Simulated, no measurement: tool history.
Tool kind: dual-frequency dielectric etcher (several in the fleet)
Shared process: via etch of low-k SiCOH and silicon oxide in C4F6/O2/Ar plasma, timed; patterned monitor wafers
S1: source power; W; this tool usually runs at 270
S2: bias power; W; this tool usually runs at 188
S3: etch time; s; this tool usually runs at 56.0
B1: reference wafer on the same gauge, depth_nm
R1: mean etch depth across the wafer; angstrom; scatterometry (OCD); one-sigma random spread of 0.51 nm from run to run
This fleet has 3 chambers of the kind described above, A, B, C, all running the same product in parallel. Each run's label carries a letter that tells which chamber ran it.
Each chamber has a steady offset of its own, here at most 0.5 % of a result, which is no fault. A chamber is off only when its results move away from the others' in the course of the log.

| run | hour | S1 | S2 | S3 | B1 | R1 |
|---|---|---|---|---|---|---|
| 1B | 10.0 | 270 | 188 | 56.0 | 152.08 | 1277.3 |
| 2C | 23.8 | 270 | 188 | 56.0 | 151.97 | 1282.9 |
| 3A | 36.1 | 270 | 188 | 56.0 | 152.11 | 1257.1 |
| 4C | 48.8 | 270 | 188 | 56.0 | 152.05 | 1286.5 |
| 5B | 57.2 | 270 | 188 | 56.0 | 152.02 | 1276.7 |
| 6A | 69.0 | 270 | 188 | 56.0 | 151.89 | 1269.7 |
| 7B | 76.0 | 270 | 188 | 56.0 | 151.98 | 1273.6 |
| 8C | 87.9 | 270 | 188 | 56.0 | 152.08 | 1282.8 |
| 9A | 99.0 | 270 | 188 | 56.0 | 151.84 | 1261.4 |
| 10B | 106.4 | 270 | 188 | 56.0 | 152.15 | 1262.1 |
|  | 107.7 | chamber B: wet clean of the chamber |
| 11C | 117.1 | 270 | 188 | 56.0 | 151.93 | 1279.7 |
| 12A | 123.5 | 270 | 188 | 56.0 | 151.98 | 1269.1 |
| 13C | 135.3 | 270 | 188 | 56.0 | 152.05 | 1277.6 |
| 14A | 145.0 | 270 | 188 | 56.0 | 152.27 | 1267.0 |
| 15B | 155.5 | 270 | 188 | 56.0 | 152.12 | 1273.0 |
| 16C | 167.9 | 270 | 188 | 56.0 | 152.04 | 1279.4 |
|  | 171.1 | chamber C: wet clean of the chamber |
| 17A | 174.3 | 270 | 188 | 56.0 | 152.07 | 1265.7 |
| 18B | 182.5 | 270 | 188 | 56.0 | 152.21 | 1269.6 |
| 19A | 192.3 | 270 | 188 | 56.0 | 151.94 | 1279.6 |
| 20B | 199.4 | 270 | 188 | 56.0 | 151.92 | 1264.7 |
| 21C | 206.6 | 270 | 143 | 62.5 | 152.08 | 1305.8 |
| 22C | 219.0 | 270 | 143 | 62.5 | 152.09 | 1309.6 |
| 23A | 231.2 | 270 | 143 | 62.5 | 151.95 | 1293.3 |
| 24B | 239.1 | 270 | 188 | 56.0 | 151.94 | 1269.8 |
| 25B | 252.3 | 270 | 188 | 56.0 | 151.95 | 1279.0 |
| 26A | 262.7 | 270 | 188 | 56.0 | 152.09 | 1269.4 |
| 27C | 269.4 | 270 | 188 | 56.0 | 151.77 | 1275.2 |
| 28C | 281.5 | 270 | 188 | 56.0 | 151.92 | 1280.8 |
|  | 284.1 | chamber A: wet clean of the chamber |
| 29B | 290.7 | 270 | 188 | 56.0 | 151.78 | 1272.2 |
| 30A | 297.7 | 300 | 188 | 56.0 | 152.02 | 1331.8 |

Read the log: is a single chamber off, either drifting away or since a service, is the gauge that measures every chamber drifting, or is nothing wrong beyond small per-chamber offsets? Name any odd chamber and what most likely caused it.

The fleet is healthy, with each chamber sitting at its usual small offset and no drift in the gauge.
